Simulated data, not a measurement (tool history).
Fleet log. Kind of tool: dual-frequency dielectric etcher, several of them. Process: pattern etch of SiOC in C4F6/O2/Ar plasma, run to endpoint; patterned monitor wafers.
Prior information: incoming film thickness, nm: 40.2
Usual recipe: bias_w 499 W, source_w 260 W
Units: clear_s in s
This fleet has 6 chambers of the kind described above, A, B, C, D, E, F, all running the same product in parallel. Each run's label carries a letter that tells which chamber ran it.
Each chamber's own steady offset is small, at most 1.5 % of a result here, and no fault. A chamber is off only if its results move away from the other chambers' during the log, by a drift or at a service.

{"run": "1A", "hour": 8.6, "bias_w": 499, "source_w": 260, "clear_s": 15.815}
{"hour": 9.7, "done": "chamber E: wet clean of the chamber"}
{"run": "2F", "hour": 17.1, "bias_w": 499, "source_w": 260, "clear_s": 15.897}
{"run": "3E", "hour": 24.8, "bias_w": 499, "source_w": 260, "clear_s": 15.506}
{"run": "4C", "hour": 39.2, "bias_w": 499, "source_w": 260, "clear_s": 15.942}
{"run": "5D", "hour": 52.8, "bias_w": 499, "source_w": 260, "clear_s": 16.048}
{"run": "6B", "hour": 66.5, "bias_w": 499, "source_w": 260, "clear_s": 15.779}
{"run": "7F", "hour": 76.7, "bias_w": 499, "source_w": 260, "clear_s": 15.753}
{"run": "8D", "hour": 86.3, "bias_w": 499, "source_w": 210, "clear_s": 17.233}
{"run": "9C", "hour": 97.6, "bias_w": 499, "source_w": 210, "clear_s": 17.161}
{"run": "10A", "hour": 108.7, "bias_w": 499, "source_w": 210, "clear_s": 17.004}
{"run": "11E", "hour": 118.3, "bias_w": 499, "source_w": 210, "clear_s": 16.865}
{"run": "12B", "hour": 126.0, "bias_w": 499, "source_w": 210, "clear_s": 17.193}
{"hour": 127.2, "done": "chamber A: wet clean of the chamber"}
{"run": "13F", "hour": 139.5, "bias_w": 499, "source_w": 210, "clear_s": 17.167}
{"run": "14E", "hour": 152.6, "bias_w": 499, "source_w": 260, "clear_s": 15.577}
{"run": "15C", "hour": 163.3, "bias_w": 499, "source_w": 260, "clear_s": 15.968}
{"run": "16A", "hour": 172.2, "bias_w": 499, "source_w": 260, "clear_s": 15.747}
{"run": "17B", "hour": 185.1, "bias_w": 555, "source_w": 320, "clear_s": 13.994}
{"run": "18D", "hour": 199.3, "bias_w": 555, "source_w": 320, "clear_s": 14.135}
{"run": "19D", "hour": 213.4, "bias_w": 555, "source_w": 320, "clear_s": 14.231}
{"run": "20E", "hour": 220.2, "bias_w": 555, "source_w": 320, "clear_s": 14.017}
{"run": "21B", "hour": 231.4, "bias_w": 555, "source_w": 320, "clear_s": 14.151}
{"run": "22C", "hour": 240.3, "bias_w": 555, "source_w": 320, "clear_s": 14.28}
{"run": "23A", "hour": 249.5, "bias_w": 499, "source_w": 260, "clear_s": 15.82}
{"hour": 256.3, "done": "chamber D: wet clean of the chamber"}
{"run": "24F", "hour": 258.4, "bias_w": 499, "source_w": 260, "clear_s": 16.029}
{"run": "25D", "hour": 269.3, "bias_w": 499, "source_w": 260, "clear_s": 16.016}
{"run": "26E", "hour": 281.5, "bias_w": 499, "source_w": 260, "clear_s": 15.611}
{"run": "27A", "hour": 294.5, "bias_w": 499, "source_w": 260, "clear_s": 15.912}
{"run": "28C", "hour": 301.7, "bias_w": 499, "source_w": 260, "clear_s": 16.076}
{"run": "29B", "hour": 312.9, "bias_w": 499, "source_w": 260, "clear_s": 15.957}
{"run": "30F", "hour": 321.7, "bias_w": 588, "source_w": 260, "clear_s": 15.151}
{"run": "31B", "hour": 330.4, "bias_w": 588, "source_w": 260, "clear_s": 14.948}
{"run": "32D", "hour": 336.8, "bias_w": 588, "source_w": 260, "clear_s": 14.868}
{"run": "33F", "hour": 348.6, "bias_w": 588, "source_w": 260, "clear_s": 14.756}
{"run": "34E", "hour": 359.9, "bias_w": 588, "source_w": 260, "clear_s": 14.632}
{"run": "35A", "hour": 372.6, "bias_w": 588, "source_w": 260, "clear_s": 14.835}
{"run": "36C", "hour": 381.7, "bias_w": 499, "source_w": 260, "clear_s": 15.982}
{"run": "37B", "hour": 395.9, "bias_w": 499, "source_w": 260, "clear_s": 15.747}
{"run": "38E", "hour": 403.2, "bias_w": 499, "source_w": 260, "clear_s": 15.647}

One chamber off, gauge drift, or nothing amiss beyond the chambers' own small offsets? If it is a chamber, which one, and what is the likeliest cause?

All chambers stay in line apart from their small fixed offsets, and the gauge does not drift.
